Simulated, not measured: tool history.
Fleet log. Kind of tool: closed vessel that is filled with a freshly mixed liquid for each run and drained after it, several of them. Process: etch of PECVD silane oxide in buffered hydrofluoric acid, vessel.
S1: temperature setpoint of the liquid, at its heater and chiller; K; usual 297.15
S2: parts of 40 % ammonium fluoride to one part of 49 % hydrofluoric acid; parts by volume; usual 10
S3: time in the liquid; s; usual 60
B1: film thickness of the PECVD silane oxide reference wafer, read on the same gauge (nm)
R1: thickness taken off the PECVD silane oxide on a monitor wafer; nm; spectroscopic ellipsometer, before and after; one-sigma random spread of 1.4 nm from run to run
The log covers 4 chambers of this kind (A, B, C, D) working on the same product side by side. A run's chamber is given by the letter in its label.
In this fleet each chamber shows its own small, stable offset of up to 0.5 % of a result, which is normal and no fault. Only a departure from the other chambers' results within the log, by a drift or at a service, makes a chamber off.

run   hour      S1  S2  S3      B1      R1
 1C    5.4  297.15  10  60  99.998  152.58
 2A   10.8  297.15  10  60  99.996  152.48
 3B   14.5  297.15  10  60  99.993   152.6
 4D   20.6  297.15  10  60  100.01  152.66
 5C   25.2  297.15  10  60   99.98  151.89
 6A   29.5  297.15  10  60  100.02   151.3
 7D   34.8  297.15  10  60  99.982  154.44
 8B   39.1  297.15  10  60     100   151.1
 9A   43.6  297.15   8  40  100.02  124.04
10D   48.8  297.15   8  40  99.983  123.57
11C   54.8  297.15   8  40     100  124.32
12B     60  297.15   8  40     100   122.7
13C   66.1  297.15  10  60     100  153.32
14B   69.4  297.15  10  60  99.973  154.08
15D   73.8  297.15  10  60  99.992  154.35
16A   78.6  297.15  10  60  99.997  151.97
17D   83.2  292.65  13  60     100  91.055
18C   88.6  292.65  13  60  100.02  92.188
19A   92.7  292.65  13  60  99.975  91.248
20B   95.6  292.65  13  60  100.03  95.778
21D  100.4  297.15  10  60  100.01  153.07
22B    105  297.15  10  60  100.03  158.72
23C  109.6  297.15  10  60  100.01  152.88
24A  114.9  297.15  10  60  100.02  151.99
25C  118.4  297.15  10  60  100.01  149.91
26B  124.3  297.15  10  60  99.992  162.84
27A  128.7  297.15  10  60  100.01  152.53
28D  131.5  297.15  10  60  100.02  153.45
29B  137.4  297.15  10  60     100  165.79
30A  142.3  297.15  10  60     100  153.59
31C  146.6  292.65  10  50  100.01  98.334
     147.3  -- chamber C: thermometer replaced
32D  152.4  292.65  10  50  100.03  99.098
33C  156.9  292.65  10  50  99.964  100.68
34A    160  292.65  10  50     100  99.499

What goes on in this fleet: one chamber off, a drifting gauge, or nothing beyond the chambers' own small offsets? Name the chamber and the cause, if any.

Little by little, chamber B moves away from the other chambers.
Cause: liquid hotter than its thermometer reads (K) = 1.76.

Which of the 4 candidates below, each the usual settings with something changed and its results left as question marks, puts chamber B back in line with what the other chambers give on the usual settings?
In line means no further than this from the other chambers' mean on the usual settings: R1 4.9 nm
35B-1  164.4  297.15  10  65       ?
35B-2  164.4  297.15  10  55       ?
35B-3  164.4  297.15  10  50       ?
35B-4  164.4  300.65  10  60       ?

Other chambers, usual settings, mean: R1 152.41 nm
  run      R1
35B-1  180.72
35B-2  152.91
35B-3  139.01
35B-4  201.55
It is 35B-2 that realigns the chamber with its peers.
